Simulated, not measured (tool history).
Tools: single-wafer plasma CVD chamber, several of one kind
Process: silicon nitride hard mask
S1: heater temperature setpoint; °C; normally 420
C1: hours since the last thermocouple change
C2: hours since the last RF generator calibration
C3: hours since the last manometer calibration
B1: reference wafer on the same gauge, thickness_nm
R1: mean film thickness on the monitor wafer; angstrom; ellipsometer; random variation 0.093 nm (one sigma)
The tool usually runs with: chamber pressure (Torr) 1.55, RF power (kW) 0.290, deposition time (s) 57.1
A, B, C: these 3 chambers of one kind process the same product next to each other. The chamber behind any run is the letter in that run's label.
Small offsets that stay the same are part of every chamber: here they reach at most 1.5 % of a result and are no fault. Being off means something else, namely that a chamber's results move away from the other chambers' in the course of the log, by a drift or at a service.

run 1C hour=4.2 | S1=420 chamber_pressure_(Torr)=1.55 RF_power_(kW)=0.290 deposition_time_(s)=57.1 | C1=559.0 C2=1036.0 C3=1782.2 | B1=56.394 | R1=634.78
run 2A hour=7.8 | S1=420 chamber_pressure_(Torr)=1.55 RF_power_(kW)=0.290 deposition_time_(s)=57.1 | C1=1242.3 C2=446.6 C3=2504.4 | B1=56.376 | R1=631.41
run 3B hour=10.3 | S1=420 chamber_pressure_(Torr)=1.55 RF_power_(kW)=0.290 deposition_time_(s)=57.1 | C1=157.7 C2=519.8 C3=583.5 | B1=56.373 | R1=639.64
run 4A hour=13.2 | S1=420 chamber_pressure_(Torr)=1.55 RF_power_(kW)=0.290 deposition_time_(s)=57.1 | C1=1247.7 C2=452.0 C3=2509.8 | B1=56.383 | R1=631.53
run 5B hour=17.0 | S1=420 chamber_pressure_(Torr)=1.55 RF_power_(kW)=0.290 deposition_time_(s)=57.1 | C1=164.4 C2=526.5 C3=590.2 | B1=56.355 | R1=638.95
run 6C hour=21.5 | S1=420 chamber_pressure_(Torr)=1.55 RF_power_(kW)=0.290 deposition_time_(s)=57.1 | C1=576.3 C2=1053.3 C3=1799.5 | B1=56.329 | R1=631.36
run 7B hour=25.1 | S1=420 chamber_pressure_(Torr)=1.55 RF_power_(kW)=0.290 deposition_time_(s)=57.1 | C1=172.5 C2=534.6 C3=598.3 | B1=56.349 | R1=639.33
run 8C hour=27.5 | S1=420 chamber_pressure_(Torr)=1.55 RF_power_(kW)=0.290 deposition_time_(s)=57.1 | C1=582.3 C2=1059.3 C3=1805.5 | B1=56.332 | R1=634.85
run 9A hour=30.2 | S1=420 chamber_pressure_(Torr)=1.55 RF_power_(kW)=0.290 deposition_time_(s)=57.1 | C1=1264.7 C2=469.0 C3=2526.8 | B1=56.311 | R1=629.57
run 10A hour=34.1 | S1=420 chamber_pressure_(Torr)=1.55 RF_power_(kW)=0.290 deposition_time_(s)=57.1 | C1=1268.6 C2=472.9 C3=2530.7 | B1=56.299 | R1=632.18
run 11C hour=37.2 | S1=420 chamber_pressure_(Torr)=1.55 RF_power_(kW)=0.290 deposition_time_(s)=57.1 | C1=592.0 C2=1069.0 C3=1815.2 | B1=56.287 | R1=632.10
run 12B hour=40.1 | S1=420 chamber_pressure_(Torr)=1.55 RF_power_(kW)=0.290 deposition_time_(s)=57.1 | C1=187.5 C2=549.6 C3=613.3 | B1=56.290 | R1=640.40
run 13A hour=43.7 | S1=420 chamber_pressure_(Torr)=1.55 RF_power_(kW)=0.290 deposition_time_(s)=57.1 | C1=1278.2 C2=482.5 C3=2540.3 | B1=56.253 | R1=629.13
run 14B hour=47.0 | S1=420 chamber_pressure_(Torr)=1.55 RF_power_(kW)=0.290 deposition_time_(s)=57.1 | C1=194.4 C2=556.5 C3=620.2 | B1=56.257 | R1=638.82
run 15C hour=51.0 | S1=420 chamber_pressure_(Torr)=1.55 RF_power_(kW)=0.290 deposition_time_(s)=57.1 | C1=605.8 C2=1082.8 C3=1829.0 | B1=56.250 | R1=631.50
run 16C hour=54.9 | S1=420 chamber_pressure_(Torr)=1.80 RF_power_(kW)=0.290 deposition_time_(s)=57.1 | C1=609.7 C2=1086.7 C3=1832.9 | B1=56.253 | R1=660.57
run 17B hour=58.6 | S1=420 chamber_pressure_(Torr)=1.80 RF_power_(kW)=0.290 deposition_time_(s)=57.1 | C1=206.0 C2=568.1 C3=631.8 | B1=56.197 | R1=666.64
run 18A hour=61.3 | S1=420 chamber_pressure_(Torr)=1.80 RF_power_(kW)=0.290 deposition_time_(s)=57.1 | C1=1295.8 C2=500.1 C3=2557.9 | B1=56.228 | R1=658.34
run 19C hour=64.5 | S1=420 chamber_pressure_(Torr)=1.55 RF_power_(kW)=0.290 deposition_time_(s)=57.1 | C1=619.3 C2=1096.3 C3=1842.5 | B1=56.202 | R1=631.53
run 20B hour=66.6 | S1=420 chamber_pressure_(Torr)=1.55 RF_power_(kW)=0.240 deposition_time_(s)=57.1 | C1=214.0 C2=576.1 C3=639.8 | B1=56.228 | R1=556.16
run 21A hour=71.1 | S1=420 chamber_pressure_(Torr)=1.55 RF_power_(kW)=0.240 deposition_time_(s)=57.1 | C1=1305.6 C2=509.9 C3=2567.7 | B1=56.169 | R1=551.65
run 22C hour=73.3 | S1=420 chamber_pressure_(Torr)=1.55 RF_power_(kW)=0.240 deposition_time_(s)=57.1 | C1=628.1 C2=1105.1 C3=1851.3 | B1=56.194 | R1=552.18
run 23A hour=77.8 | S1=420 chamber_pressure_(Torr)=1.55 RF_power_(kW)=0.290 deposition_time_(s)=57.1 | C1=1312.3 C2=516.6 C3=2574.4 | B1=56.153 | R1=628.25
run 24B hour=80.4 | S1=413 chamber_pressure_(Torr)=1.55 RF_power_(kW)=0.290 deposition_time_(s)=61.6 | C1=227.8 C2=589.9 C3=653.6 | B1=56.141 | R1=690.51
run 25A hour=83.7 | S1=413 chamber_pressure_(Torr)=1.55 RF_power_(kW)=0.290 deposition_time_(s)=61.6 | C1=1318.2 C2=522.5 C3=2580.3 | B1=56.132 | R1=681.38
run 26C hour=87.0 | S1=413 chamber_pressure_(Torr)=1.55 RF_power_(kW)=0.290 deposition_time_(s)=61.6 | C1=641.8 C2=1118.8 C3=1865.0 | B1=56.153 | R1=681.73
run 27B hour=91.1 | S1=420 chamber_pressure_(Torr)=1.55 RF_power_(kW)=0.290 deposition_time_(s)=57.1 | C1=238.5 C2=600.6 C3=664.3 | B1=56.140 | R1=635.98
run 28A hour=93.5 | S1=420 chamber_pressure_(Torr)=1.55 RF_power_(kW)=0.290 deposition_time_(s)=57.1 | C1=1328.0 C2=532.3 C3=2590.1 | B1=56.115 | R1=628.35
run 29B hour=97.7 | S1=420 chamber_pressure_(Torr)=1.55 RF_power_(kW)=0.290 deposition_time_(s)=57.1 | C1=245.1 C2=607.2 C3=670.9 | B1=56.110 | R1=636.62
run 30C hour=100.0 | S1=420 chamber_pressure_(Torr)=1.55 RF_power_(kW)=0.290 deposition_time_(s)=57.1 | C1=654.8 C2=1131.8 C3=1878.0 | B1=56.089 | R1=631.44
run 31C hour=104.3 | S1=420 chamber_pressure_(Torr)=1.55 RF_power_(kW)=0.290 deposition_time_(s)=57.1 | C1=659.1 C2=1136.1 C3=1882.3 | B1=56.088 | R1=631.66
run 32A hour=106.8 | S1=420 chamber_pressure_(Torr)=1.55 RF_power_(kW)=0.290 deposition_time_(s)=57.1 | C1=1341.3 C2=545.6 C3=2603.4 | B1=56.111 | R1=626.09
run 33B hour=109.7 | S1=420 chamber_pressure_(Torr)=1.55 RF_power_(kW)=0.290 deposition_time_(s)=57.1 | C1=257.1 C2=619.2 C3=682.9 | B1=56.083 | R1=637.62
run 34A hour=112.8 | S1=420 chamber_pressure_(Torr)=1.55 RF_power_(kW)=0.290 deposition_time_(s)=57.1 | C1=1347.3 C2=551.6 C3=2609.4 | B1=56.062 | R1=627.32

All 3 chambers run these settings next. Forecast each chamber's results:
run 35A hour=116.0 | S1=420 chamber_pressure_(Torr)=1.55 RF_power_(kW)=0.290 deposition_time_(s)=57.1 | R1=?
run 35B hour=116.0 | S1=420 chamber_pressure_(Torr)=1.55 RF_power_(kW)=0.290 deposition_time_(s)=57.1 | R1=?
run 35C hour=116.0 | S1=420 chamber_pressure_(Torr)=1.55 RF_power_(kW)=0.290 deposition_time_(s)=57.1 | R1=?

run=35A R1=627.73
run=35B R1=635.08
run=35C R1=631.27
